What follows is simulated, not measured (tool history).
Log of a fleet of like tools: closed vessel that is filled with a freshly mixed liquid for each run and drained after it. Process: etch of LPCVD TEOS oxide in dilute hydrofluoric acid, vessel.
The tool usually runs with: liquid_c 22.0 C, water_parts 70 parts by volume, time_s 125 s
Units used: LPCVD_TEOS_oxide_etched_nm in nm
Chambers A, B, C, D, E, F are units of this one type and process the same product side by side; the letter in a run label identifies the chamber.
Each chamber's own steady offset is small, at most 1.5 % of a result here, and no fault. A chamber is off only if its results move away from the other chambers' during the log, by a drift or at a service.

run   hour  liquid_c  water_parts  time_s  hours since the thermometer was replaced  hours since the hydrofluoric acid flow meter was replaced  read-back film thickness of the LPCVD TEOS oxide reference wafer, read on the same gauge (nm)  LPCVD_TEOS_oxide_etched_nm
 1B    5.4      22.0           70     125                                     746.3                                                       82.8                                                                                         39.993                      37.470
       7.4  -- chamber C: hydrofluoric acid flow meter replaced
 2A   11.7      22.0           70     125                                     269.5                                                     1600.8                                                                                         40.001                      37.896
 3C   20.6      22.0           70     125                                     635.7                                                       13.3                                                                                         39.978                      37.621
 4F   27.2      22.0           70     125                                    1271.5                                                     1432.5                                                                                         40.002                      37.443
 5D   32.8      22.0           70     125                                     162.8                                                      813.3                                                                                         39.984                      37.669
 6E   39.8      22.0           70     125                                    1663.7                                                      757.3                                                                                         40.004                      37.788
 7E   47.4      26.5           55     125                                    1671.3                                                      764.9                                                                                         39.986                      58.912
 8D   51.9      26.5           55     125                                     181.9                                                      832.4                                                                                         40.006                      58.314
 9F   59.6      26.5           55     125                                    1303.9                                                     1464.9                                                                                         39.992                      58.244
10B   66.7      26.5           55     125                                     807.6                                                      144.1                                                                                         39.988                      57.685
      68.7  -- chamber D: hydrofluoric acid flow meter replaced
11C   72.4      26.5           55     125                                     687.5                                                       65.1                                                                                         40.013                      57.991
12A   80.7      26.5           55     125                                     338.5                                                     1669.8                                                                                         40.028                      58.926
13D   89.3      18.5           70     125                                     219.3                                                       20.6                                                                                         40.002                      32.721
14F   94.8      18.5           70     125                                    1339.1                                                     1500.1                                                                                         39.988                      31.891
15E   99.6      18.5           70     125                                    1723.5                                                      817.1                                                                                         40.008                      32.625
16C  104.7      18.5           70     125                                     719.8                                                       97.4                                                                                         40.013                      32.344
17B  112.9      18.5           70     125                                     853.8                                                      190.3                                                                                         40.003                      32.024
18A  121.9      18.5           70     125                                     379.7                                                     1711.0                                                                                         40.005                      32.125
19C  129.0      22.0           70     125                                     744.1                                                      121.7                                                                                         39.986                      37.088
20B  137.5      22.0           70     125                                     878.4                                                      214.9                                                                                         39.996                      37.468
21F  142.5      22.0           70     125                                    1386.8                                                     1547.8                                                                                         40.000                      37.536
22E  147.1      22.0           70     125                                    1771.0                                                      864.6                                                                                         40.020                      37.727
23D  154.5      22.0           70     125                                     284.5                                                       85.8                                                                                         40.014                      37.526
24A  158.9      22.0           70     125                                     416.7                                                     1748.0                                                                                         40.002                      37.274
25E  168.4      22.0           70     125                                    1792.3                                                      885.9                                                                                         40.032                      37.275
26B  174.3      22.0           70     200                                     915.2                                                      251.7                                                                                         39.995                      59.659
27C  182.6      22.0           70     200                                     797.7                                                      175.3                                                                                         40.011                      60.597
28A  190.6      22.0           70     200                                     448.4                                                     1779.7                                                                                         40.002                      60.111
29D  197.0      22.0           70     200                                     327.0                                                      128.3                                                                                         40.013                      59.235
30F  202.8      22.0           70     200                                    1447.1                                                     1608.1                                                                                         40.014                      59.690
31B  209.0      22.0           70     200                                     949.9                                                      286.4                                                                                         39.996                      59.515
32D  213.6      22.0           70     125                                     343.6                                                      144.9                                                                                         40.009                      37.261
33A  218.5      22.0           70     125                                     476.3                                                     1807.6                                                                                         39.993                      36.852
34F  226.0      22.0           70     125                                    1470.3                                                     1631.3                                                                                         40.012                      37.114
35C  230.2      22.0           70     125                                     845.3                                                      222.9                                                                                         39.991                      37.177
36E  238.5      22.0           70     125                                    1862.4                                                      956.0                                                                                         40.011                      37.386
37F  244.2      22.0           70     125                                    1488.5                                                     1649.5                                                                                         39.986                      37.620
38E  251.8      22.0           70     125                                    1875.7                                                      969.3                                                                                         39.994                      37.974
39B  260.9      22.0           85      75                                    1001.8                                                      338.3                                                                                         40.007                      17.894
40A  267.9      22.0           85      75                                     525.7                                                     1857.0                                                                                         39.982                      17.730
41C  275.1      22.0           85      75                                     890.2                                                      267.8                                                                                         40.006                      18.213
42D  280.7      22.0           85      75                                     410.7                                                      212.0                                                                                         40.014                      18.183
43D  287.6      22.0           85      75                                     417.6                                                      218.9                                                                                         40.001                      18.286
44C  293.4      22.0           85      75                                     908.5                                                      286.1                                                                                         39.986                      18.186

Does one chamber stand apart from the rest, does the shared gauge drift, or is all well apart from small per-chamber offsets? Give the chamber and the most likely cause, where there is one.

Little by little, chamber A moves away from the other chambers.
What lies behind it: hydrofluoric acid flow below the setpoint (%) = 4.44.
The log may not tell that from: liquid colder than its thermometer reads (K).

Here are 4 candidates for chamber A's next run, each the usual settings with a change, their results left as question marks. Which one brings its results back in line with what the others give on the usual settings?
In line means no further than this from the other chambers' mean on the usual settings: LPCVD_TEOS_oxide_etched_nm 0.870 nm
45A-1  300.2      22.0           70     130                                                                                                                                                                                                                               ?
45A-2  300.2      22.0           75     125                                                                                                                                                                                                                               ?
45A-3  300.2      22.0           65     125                                                                                                                                                                                                                               ?
45A-4  300.2      21.0           70     125                                                                                                                                                                                                                               ?

Average result of the remaining chambers running the usual settings: LPCVD_TEOS_oxide_etched_nm 37.479 nm
  run  LPCVD_TEOS_oxide_etched_nm
45A-1                      37.548
45A-2                      33.522
45A-3                      39.080
45A-4                      34.629
Change 45A-1 lands the chamber within the allowed miss of the other chambers.
